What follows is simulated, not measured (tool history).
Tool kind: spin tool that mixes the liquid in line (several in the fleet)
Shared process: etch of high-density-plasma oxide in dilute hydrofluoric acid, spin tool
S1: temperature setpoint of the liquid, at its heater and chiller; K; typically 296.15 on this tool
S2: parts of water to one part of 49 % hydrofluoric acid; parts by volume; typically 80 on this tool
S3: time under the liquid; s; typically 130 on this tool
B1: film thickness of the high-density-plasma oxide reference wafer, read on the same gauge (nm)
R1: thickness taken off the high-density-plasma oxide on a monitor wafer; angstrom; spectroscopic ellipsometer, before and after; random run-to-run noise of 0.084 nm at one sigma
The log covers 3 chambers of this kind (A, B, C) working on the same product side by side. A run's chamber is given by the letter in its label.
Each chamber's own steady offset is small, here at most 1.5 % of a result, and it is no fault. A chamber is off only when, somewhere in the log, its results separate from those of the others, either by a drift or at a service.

| run | hour | S1 | S2 | S3 | B1 | R1 |
|---|---|---|---|---|---|---|
| 1A | 11.9 | 296.15 | 80 | 130 | 140.03 | 115.730 |
| 2B | 23.7 | 296.15 | 80 | 130 | 139.99 | 114.090 |
| 3C | 32.3 | 296.15 | 80 | 130 | 140.05 | 114.710 |
| 4B | 41.9 | 296.15 | 80 | 130 | 139.99 | 112.910 |
| 5A | 51.4 | 296.15 | 80 | 130 | 140.01 | 114.020 |
|  | 60.0 | chamber B: hydrofluoric acid flow meter replaced |
| 6C | 65.9 | 296.15 | 80 | 130 | 140.04 | 114.600 |
| 7B | 77.8 | 294.15 | 80 | 90 | 140.03 | 71.620 |
| 8C | 89.2 | 294.15 | 80 | 90 | 140.03 | 72.972 |
| 9A | 96.3 | 294.15 | 80 | 90 | 140.00 | 74.167 |
| 10C | 107.2 | 296.15 | 80 | 130 | 140.03 | 114.410 |
| 11A | 119.6 | 296.15 | 80 | 130 | 139.99 | 114.630 |
| 12B | 126.6 | 296.15 | 80 | 130 | 140.03 | 114.200 |
| 13C | 134.1 | 296.15 | 80 | 130 | 140.01 | 113.820 |
| 14B | 143.1 | 296.15 | 80 | 130 | 140.00 | 112.380 |
| 15A | 156.5 | 296.15 | 80 | 130 | 140.00 | 118.170 |
| 16B | 167.0 | 296.15 | 80 | 130 | 139.98 | 114.770 |
| 17C | 175.4 | 296.15 | 80 | 130 | 139.96 | 113.920 |
| 18A | 185.1 | 296.15 | 80 | 130 | 140.07 | 118.180 |
| 19B | 200.3 | 296.15 | 80 | 130 | 139.96 | 113.960 |
| 20A | 212.8 | 296.15 | 80 | 130 | 140.03 | 118.740 |
| 21C | 226.7 | 296.15 | 80 | 130 | 140.02 | 113.520 |
| 22B | 238.7 | 296.15 | 80 | 130 | 140.04 | 113.430 |
|  | 241.9 | chamber A: thermometer replaced |
| 23A | 253.9 | 296.15 | 80 | 130 | 139.96 | 120.210 |
| 24C | 266.4 | 296.15 | 80 | 130 | 140.03 | 114.740 |

The same settings go to every chamber for the next run, one line per chamber below. Forecast the results for each:
| 25A | 277.3 | 296.15 | 80 | 130 |  | ? |
| 25B | 277.3 | 296.15 | 80 | 130 |  | ? |
| 25C | 277.3 | 296.15 | 80 | 130 |  | ? |

| run | R1 |
|---|---|
| 25A | 121.600 |
| 25B | 111.900 |
| 25C | 113.460 |

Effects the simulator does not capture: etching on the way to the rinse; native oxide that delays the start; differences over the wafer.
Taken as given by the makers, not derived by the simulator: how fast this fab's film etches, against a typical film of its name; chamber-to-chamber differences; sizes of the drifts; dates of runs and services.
